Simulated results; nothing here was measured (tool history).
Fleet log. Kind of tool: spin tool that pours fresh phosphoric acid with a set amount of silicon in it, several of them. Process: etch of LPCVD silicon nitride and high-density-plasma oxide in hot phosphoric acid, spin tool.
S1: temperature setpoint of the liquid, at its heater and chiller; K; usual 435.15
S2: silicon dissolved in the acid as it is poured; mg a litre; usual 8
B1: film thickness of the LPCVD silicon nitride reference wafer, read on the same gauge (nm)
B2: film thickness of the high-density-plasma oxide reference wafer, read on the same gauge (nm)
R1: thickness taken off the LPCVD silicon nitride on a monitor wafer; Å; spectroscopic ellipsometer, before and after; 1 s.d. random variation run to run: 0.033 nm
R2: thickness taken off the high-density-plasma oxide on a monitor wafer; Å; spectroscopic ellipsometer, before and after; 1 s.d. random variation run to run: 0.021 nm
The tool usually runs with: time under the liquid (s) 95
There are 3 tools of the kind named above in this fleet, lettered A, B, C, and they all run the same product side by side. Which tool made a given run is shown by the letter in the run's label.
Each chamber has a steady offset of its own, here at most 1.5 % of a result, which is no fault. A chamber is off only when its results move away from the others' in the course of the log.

run 1A hour=5.1 | S1=435.15 S2=8 time_under_the_liquid_(s)=95 | B1=39.985 B2=60.01 | R1=91.26 R2=3.3503
run 2B hour=9.4 | S1=435.15 S2=8 time_under_the_liquid_(s)=95 | B1=40.002 B2=60.02 | R1=92.844 R2=3.116
run 3C hour=14.4 | S1=435.15 S2=8 time_under_the_liquid_(s)=95 | B1=40.006 B2=60.033 | R1=91.291 R2=3.2605
run 4C hour=17.4 | S1=435.15 S2=8 time_under_the_liquid_(s)=95 | B1=40.007 B2=59.977 | R1=91.651 R2=3.3791
run 5A hour=21.3 | S1=435.15 S2=8 time_under_the_liquid_(s)=95 | B1=40.023 B2=60.045 | R1=90.697 R2=3.2755
run 6B hour=25.8 | S1=435.15 S2=8 time_under_the_liquid_(s)=95 | B1=40.044 B2=59.999 | R1=92.96 R2=3.6464
run 7A hour=31.3 | S1=435.15 S2=8 time_under_the_liquid_(s)=95 | B1=40.011 B2=60.04 | R1=90.439 R2=3.3073
run 8B hour=36.2 | S1=435.15 S2=8 time_under_the_liquid_(s)=95 | B1=39.961 B2=60.007 | R1=92.813 R2=2.9915
run 9C hour=41.8 | S1=435.15 S2=8 time_under_the_liquid_(s)=95 | B1=39.973 B2=59.984 | R1=91.162 R2=3.0099
run 10B hour=45.5 | S1=435.15 S2=8 time_under_the_liquid_(s)=95 | B1=40.023 B2=59.986 | R1=92.332 R2=3.4123
run 11A hour=49.8 | S1=435.15 S2=8 time_under_the_liquid_(s)=95 | B1=40.013 B2=60.046 | R1=90.298 R2=3.4864
run 12C hour=55.6 | S1=435.15 S2=8 time_under_the_liquid_(s)=95 | B1=39.989 B2=60.06 | R1=91.159 R2=3.2778
run 13C hour=61.3 | S1=435.15 S2=8 time_under_the_liquid_(s)=95 | B1=39.975 B2=59.973 | R1=91.762 R2=3.3317
run 14A hour=65.1 | S1=435.15 S2=8 time_under_the_liquid_(s)=65 | B1=39.992 B2=60.057 | R1=61.81 R2=2.5275
run 15B hour=68.8 | S1=435.15 S2=8 time_under_the_liquid_(s)=65 | B1=39.987 B2=60.022 | R1=62.932 R2=2.606
run 16A hour=73.4 | S1=435.15 S2=8 time_under_the_liquid_(s)=65 | B1=40 B2=60 | R1=62.171 R2=2.1088
run 17B hour=79.2 | S1=436.15 S2=8 time_under_the_liquid_(s)=95 | B1=40.007 B2=60 | R1=96.461 R2=3.528
run 18C hour=83 | S1=436.15 S2=8 time_under_the_liquid_(s)=95 | B1=40.032 B2=60.029 | R1=95.024 R2=3.8088
run 19A hour=85.5 | S1=436.15 S2=8 time_under_the_liquid_(s)=95 | B1=40.028 B2=59.965 | R1=94.133 R2=2.8571
run 20B hour=89.5 | S1=435.15 S2=8 time_under_the_liquid_(s)=95 | B1=40.007 B2=59.982 | R1=92.782 R2=3.5096
-- hour=93.3 chamber B: heated supply line repaired
run 21C hour=93.8 | S1=435.15 S2=11.5 time_under_the_liquid_(s)=145 | B1=39.998 B2=60.011 | R1=139.04 R2=5.1801
run 22A hour=96.4 | S1=435.15 S2=11.5 time_under_the_liquid_(s)=145 | B1=40.034 B2=60.031 | R1=138.27 R2=4.8872
run 23C hour=102.2 | S1=435.15 S2=11.5 time_under_the_liquid_(s)=145 | B1=39.975 B2=59.99 | R1=139.44 R2=4.6924
run 24B hour=106.2 | S1=435.15 S2=8 time_under_the_liquid_(s)=95 | B1=39.988 B2=60.07 | R1=92.178 R2=2.8026
run 25C hour=109.6 | S1=435.15 S2=8 time_under_the_liquid_(s)=95 | B1=40.013 B2=60.032 | R1=91.678 R2=3.1277
run 26B hour=115 | S1=435.15 S2=8 time_under_the_liquid_(s)=95 | B1=39.975 B2=60.007 | R1=92.49 R2=3.3234
run 27A hour=119.2 | S1=435.15 S2=4 time_under_the_liquid_(s)=120 | B1=40.013 B2=59.963 | R1=114.15 R2=3.9141
run 28C hour=122.1 | S1=435.15 S2=4 time_under_the_liquid_(s)=120 | B1=40.019 B2=59.995 | R1=115.93 R2=4.3207
run 29B hour=125.7 | S1=435.15 S2=4 time_under_the_liquid_(s)=120 | B1=40.003 B2=60.033 | R1=115.9 R2=4.7221
run 30A hour=130.5 | S1=435.15 S2=8 time_under_the_liquid_(s)=95 | B1=40.017 B2=60.077 | R1=90.588 R2=3.4914
run 31C hour=136.3 | S1=435.15 S2=8 time_under_the_liquid_(s)=60 | B1=40.005 B2=59.963 | R1=57.65 R2=2.0273
run 32B hour=141.3 | S1=435.15 S2=8 time_under_the_liquid_(s)=60 | B1=39.993 B2=59.947 | R1=58.277 R2=1.9719
run 33A hour=144.5 | S1=435.15 S2=8 time_under_the_liquid_(s)=60 | B1=40.013 B2=59.96 | R1=57.436 R2=1.9583
run 34A hour=149.8 | S1=435.15 S2=8 time_under_the_liquid_(s)=95 | B1=39.996 B2=59.983 | R1=91.179 R2=3.1496
run 35C hour=154.2 | S1=435.15 S2=8 time_under_the_liquid_(s)=95 | B1=39.964 B2=59.959 | R1=91.873 R2=3.3787
run 36B hour=157 | S1=435.15 S2=8 time_under_the_liquid_(s)=95 | B1=40.028 B2=59.979 | R1=92.35 R2=3.237
run 37C hour=160.6 | S1=435.15 S2=8 time_under_the_liquid_(s)=95 | B1=40.008 B2=59.971 | R1=91.301 R2=3.116

For the next run the whole fleet of 3 chambers uses the same settings. Give each chamber's results:
run 38A hour=164.8 | S1=435.15 S2=8 time_under_the_liquid_(s)=95 | R1=? R2=?
run 38B hour=164.8 | S1=435.15 S2=8 time_under_the_liquid_(s)=95 | R1=? R2=?
run 38C hour=164.8 | S1=435.15 S2=8 time_under_the_liquid_(s)=95 | R1=? R2=?

run=38A R1=90.465 R2=3.325
run=38B R1=92.149 R2=3.1466
run=38C R1=91.649 R2=3.1902

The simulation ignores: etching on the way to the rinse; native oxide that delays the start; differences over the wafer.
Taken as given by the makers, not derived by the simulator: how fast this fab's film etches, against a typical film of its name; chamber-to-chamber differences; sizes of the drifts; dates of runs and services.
